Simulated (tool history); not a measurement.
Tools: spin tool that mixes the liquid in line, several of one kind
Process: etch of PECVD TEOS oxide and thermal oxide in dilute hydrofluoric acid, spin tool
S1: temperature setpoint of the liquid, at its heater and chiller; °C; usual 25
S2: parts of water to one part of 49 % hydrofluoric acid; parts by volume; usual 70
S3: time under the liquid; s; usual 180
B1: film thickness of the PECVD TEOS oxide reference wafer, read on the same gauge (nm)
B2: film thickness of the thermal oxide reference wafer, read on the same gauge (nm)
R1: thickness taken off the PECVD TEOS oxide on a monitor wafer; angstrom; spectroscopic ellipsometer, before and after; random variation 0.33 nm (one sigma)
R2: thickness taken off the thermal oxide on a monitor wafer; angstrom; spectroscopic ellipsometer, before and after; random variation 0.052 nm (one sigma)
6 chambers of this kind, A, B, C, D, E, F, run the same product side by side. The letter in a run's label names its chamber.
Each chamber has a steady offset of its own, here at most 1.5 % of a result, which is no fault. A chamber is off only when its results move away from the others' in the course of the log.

| run | hour | S1 | S2 | S3 | B1 | B2 | R1 | R2 |
|---|---|---|---|---|---|---|---|---|
| 1C | 13.5 | 25 | 70 | 180 | 140.01 | 120.01 | 368.12 | 124.640 |
| 2F | 21.6 | 25 | 70 | 180 | 139.98 | 120.01 | 371.77 | 122.650 |
| 3A | 30.0 | 25 | 70 | 180 | 140.00 | 120.00 | 363.16 | 122.920 |
| 4B | 43.7 | 25 | 70 | 180 | 140.00 | 120.02 | 374.61 | 124.390 |
| 5D | 53.8 | 25 | 70 | 180 | 140.00 | 119.98 | 363.93 | 124.570 |
|  | 54.9 | chamber C: hydrofluoric acid flow meter replaced |
| 6E | 63.1 | 25 | 70 | 180 | 140.00 | 120.00 | 368.10 | 122.830 |
| 7B | 78.1 | 25 | 70 | 180 | 140.00 | 120.01 | 369.92 | 124.270 |
| 8D | 92.3 | 25 | 70 | 180 | 140.02 | 119.98 | 372.92 | 123.850 |
| 9A | 107.7 | 25 | 85 | 285 | 140.02 | 119.96 | 476.24 | 157.810 |
| 10E | 123.8 | 25 | 85 | 285 | 140.01 | 119.99 | 474.30 | 158.970 |
|  | 124.8 | chamber E: thermometer replaced |
| 11F | 134.4 | 25 | 85 | 285 | 140.00 | 120.02 | 479.62 | 157.560 |
| 12C | 150.0 | 25 | 85 | 285 | 140.03 | 120.01 | 479.31 | 159.780 |
| 13F | 162.9 | 25 | 85 | 285 | 139.98 | 119.99 | 476.94 | 157.360 |
| 14C | 176.7 | 25 | 85 | 285 | 139.99 | 120.04 | 478.17 | 159.790 |
| 15B | 186.1 | 25 | 70 | 180 | 139.99 | 120.02 | 370.68 | 124.450 |
| 16D | 200.0 | 29 | 100 | 180 | 139.96 | 120.02 | 286.28 | 96.600 |
| 17E | 209.1 | 29 | 100 | 180 | 140.01 | 120.02 | 289.45 | 96.687 |
| 18A | 223.0 | 29 | 100 | 180 | 139.98 | 120.00 | 292.33 | 97.301 |
| 19C | 237.7 | 29 | 100 | 180 | 140.04 | 120.04 | 290.71 | 98.222 |
| 20E | 251.2 | 29 | 100 | 180 | 140.01 | 120.00 | 289.00 | 97.121 |
| 21F | 266.1 | 29 | 100 | 180 | 140.01 | 120.02 | 292.70 | 96.548 |
| 22B | 274.9 | 25 | 70 | 180 | 140.01 | 119.99 | 366.03 | 123.000 |
|  | 281.0 | chamber F: hydrofluoric acid flow meter replaced |
| 23D | 285.0 | 25 | 70 | 180 | 139.99 | 120.02 | 365.19 | 123.380 |
| 24A | 298.3 | 25 | 70 | 180 | 140.00 | 120.01 | 366.89 | 123.740 |
| 25A | 307.5 | 25 | 70 | 180 | 139.98 | 120.02 | 370.31 | 123.330 |
| 26D | 322.9 | 25 | 70 | 180 | 140.00 | 120.01 | 368.53 | 124.120 |
| 27C | 335.0 | 25 | 70 | 180 | 140.03 | 119.99 | 372.32 | 124.670 |
| 28E | 347.4 | 25 | 70 | 180 | 140.00 | 120.00 | 368.12 | 121.550 |
| 29B | 356.3 | 25 | 70 | 180 | 140.00 | 120.01 | 369.29 | 124.790 |
|  | 358.7 | chamber B: hydrofluoric acid flow meter replaced |
| 30F | 370.8 | 25 | 70 | 180 | 140.01 | 119.96 | 371.78 | 124.450 |
| 31F | 377.9 | 25 | 70 | 180 | 140.01 | 119.96 | 375.89 | 124.440 |
|  | 379.0 | chamber E: hydrofluoric acid flow meter replaced |
|  | 384.0 | chamber A: hydrofluoric acid flow meter replaced |
| 32E | 393.4 | 25 | 70 | 180 | 140.01 | 120.02 | 370.69 | 123.570 |
| 33C | 408.0 | 25 | 70 | 180 | 140.01 | 120.02 | 370.59 | 124.710 |
| 34D | 416.3 | 25 | 70 | 180 | 140.01 | 119.95 | 366.36 | 123.950 |
| 35B | 428.2 | 25 | 70 | 180 | 140.00 | 120.01 | 370.57 | 123.740 |
| 36A | 442.5 | 25 | 70 | 180 | 139.97 | 119.97 | 369.38 | 123.130 |
| 37B | 458.6 | 25 | 70 | 180 | 140.01 | 119.99 | 372.86 | 124.270 |
| 38A | 474.8 | 25 | 95 | 90 | 139.97 | 120.02 | 132.23 | 44.397 |
| 39C | 487.2 | 25 | 95 | 90 | 139.99 | 119.98 | 133.38 | 44.872 |
| 40D | 499.6 | 25 | 95 | 90 | 140.00 | 119.98 | 130.04 | 44.156 |
| 41F | 510.1 | 25 | 95 | 90 | 140.01 | 120.00 | 133.15 | 43.948 |
| 42E | 518.1 | 25 | 95 | 90 | 140.03 | 119.98 | 132.43 | 43.959 |
| 43E | 529.8 | 25 | 95 | 90 | 140.01 | 119.96 | 132.05 | 44.313 |
| 44C | 540.7 | 25 | 70 | 180 | 140.01 | 120.02 | 372.66 | 124.580 |

Is one chamber off against the others, does the gauge drift, or is nothing wrong? If a chamber is off, say which, and what the likeliest cause is.

No chamber stands off beyond its own small offset, and the gauge holds steady.
